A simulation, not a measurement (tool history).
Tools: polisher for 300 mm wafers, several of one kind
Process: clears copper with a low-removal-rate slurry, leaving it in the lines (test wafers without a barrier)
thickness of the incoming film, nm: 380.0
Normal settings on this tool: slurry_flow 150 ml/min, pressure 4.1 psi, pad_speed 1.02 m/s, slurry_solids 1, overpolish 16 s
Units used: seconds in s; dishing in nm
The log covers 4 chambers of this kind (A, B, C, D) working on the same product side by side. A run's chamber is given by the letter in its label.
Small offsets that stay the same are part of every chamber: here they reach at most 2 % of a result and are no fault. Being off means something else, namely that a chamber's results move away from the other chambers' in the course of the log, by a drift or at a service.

run	hour	slurry_flow	pressure	pad_speed	slurry_solids	overpolish	wafers polished on this pad	hours since the slurry nozzle was cleaned	hours since the head pressure was calibrated	hours since the slurry blender was calibrated	seconds	dishing
1C	12.8	150	4.1	1.02	1	16	1314	235.0	118.3	109.4	79.669	55.345
2B	21.5	150	4.1	1.02	1	16	263	30.0	187.6	87.2	76.132	53.907
# hour 25.2: chamber C: worn pad replaced by a new one
# hour 28.8: chamber A: slurry blender recalibrated
3D	31.8	150	4.1	1.02	1	16	440	174.9	436.0	262.8	73.874	54.111
# hour 41.7: chamber D: slurry blender recalibrated
# hour 43.7: chamber C: slurry nozzle cleaned
4A	45.0	150	4.1	1.02	1	16	944	237.6	732.7	16.2	74.137	54.372
5C	59.7	150	4.1	1.02	1	16	422	16.0	165.2	156.3	77.048	52.699
# hour 66.6: chamber C: slurry blender recalibrated
6D	67.1	150	4.1	1.02	1	16	871	210.2	471.3	25.4	75.218	54.007
7B	81.6	150	4.1	1.02	1	16	998	90.1	247.7	147.3	74.813	53.983
# hour 84.8: chamber D: worn pad replaced by a new one
# hour 86.1: chamber B: worn pad replaced by a new one
# hour 88.9: chamber A: worn pad replaced by a new one
8A	91.8	150	4.1	1.02	1	16	35	284.4	779.5	63.0	74.949	54.257
9A	100.8	150	4.1	1.02	1	16	145	293.4	788.5	72.0	76.963	52.944
10C	115.5	150	4.1	1.02	1	16	1104	71.8	221.0	49.0	77.385	55.281
11D	124.3	150	4.1	1.02	1	16	484	267.4	528.5	82.6	77.465	54.531
# hour 132.3: chamber C: worn pad replaced by a new one
12B	137.6	150	4.1	1.02	1	16	630	146.1	303.7	203.3	76.286	53.052
13A	148.5	185	4.1	1.38	1	16	728	341.1	836.2	119.7	54.477	68.650
# hour 158.8: chamber B: worn pad replaced by a new one
14B	162.0	185	4.1	1.38	1	16	39	170.5	328.1	227.7	53.507	70.588
# hour 165.9: chamber D: worn pad replaced by a new one
15D	169.2	185	4.1	1.38	1	16	41	312.3	573.4	127.5	53.173	68.504
16C	183.5	185	4.1	1.38	1	16	626	139.8	289.0	117.0	54.092	71.081
# hour 194.7: chamber D: head pressure recalibrated
17A	197.7	150	4.1	1.02	1	16	1330	390.3	885.4	168.9	76.694	51.694
# hour 201.1: chamber B: slurry nozzle cleaned
# hour 207.0: chamber A: worn pad replaced by a new one
18C	212.6	150	4.1	1.02	1	16	981	168.9	318.1	146.1	75.606	52.465
# hour 217.6: chamber A: head pressure recalibrated
19B	220.2	150	4.1	1.02	1	16	751	19.1	386.3	285.9	74.344	56.341
20D	228.4	150	4.1	1.02	1	16	764	371.5	33.7	186.7	74.841	52.246
# hour 235.6: chamber C: slurry blender recalibrated
# hour 236.7: chamber B: worn pad replaced by a new one
# hour 238.0: chamber D: worn pad replaced by a new one
21D	242.3	150	4.1	1.02	1	16	52	385.4	47.6	200.6	74.483	53.000
# hour 245.2: chamber C: worn pad replaced by a new one
22C	255.0	150	4.1	1.02	1	16	120	211.3	360.5	19.4	76.643	54.725
23B	265.8	150	4.1	1.02	1	16	356	64.7	431.9	331.5	76.204	54.382
24A	275.4	150	4.1	1.02	1	16	836	468.0	57.8	246.6	82.725	48.542
25A	285.0	150	4.1	1.02	1	16	953	477.6	67.4	256.2	84.982	46.637
26B	298.7	150	4.1	1.02	1	16	758	97.6	464.8	364.4	74.616	53.051
27D	309.3	150	4.1	1.36	1	6	871	452.4	114.6	267.6	56.191	29.678
# hour 309.9: chamber A: worn pad replaced by a new one
# hour 313.2: chamber D: worn pad replaced by a new one
# hour 316.7: chamber A: slurry nozzle cleaned
28C	320.4	150	4.1	1.36	1	6	920	276.7	425.9	84.8	57.399	29.120
# hour 322.9: chamber B: worn pad replaced by a new one
29B	335.4	150	4.1	1.36	1	6	152	134.3	501.5	401.1	58.157	28.231
# hour 341.2: chamber C: slurry nozzle cleaned
# hour 342.0: chamber D: slurry blender recalibrated
30D	344.1	150	4.1	1.36	1	6	378	487.2	149.4	2.2	55.227	29.317
# hour 352.7: chamber C: worn pad replaced by a new one
31C	356.2	200	4.1	1.02	1	16	43	15.0	461.7	120.6	75.054	53.374
32A	366.0	200	4.1	1.02	1	16	686	49.4	148.4	337.2	81.060	49.792
# hour 368.5: chamber A: slurry blender recalibrated
33B	380.2	200	4.1	1.02	1	16	700	179.1	546.3	445.9	74.724	55.707
34C	395.4	200	4.1	1.02	1	16	522	54.2	500.9	159.8	74.844	56.811
35A	406.6	150	4.1	1.02	1	16	1183	90.0	189.0	38.1	87.214	48.486

Next, every chamber runs the same settings. What will each give?
36A	417.7	165	4.1	1.02	1	16					?	?
36B	417.7	165	4.1	1.02	1	16					?	?
36C	417.7	165	4.1	1.02	1	16					?	?
36D	417.7	165	4.1	1.02	1	16					?	?

run	seconds	dishing
36A	83.742	48.758
36B	76.695	54.401
36C	74.578	52.860
36D	74.045	53.518

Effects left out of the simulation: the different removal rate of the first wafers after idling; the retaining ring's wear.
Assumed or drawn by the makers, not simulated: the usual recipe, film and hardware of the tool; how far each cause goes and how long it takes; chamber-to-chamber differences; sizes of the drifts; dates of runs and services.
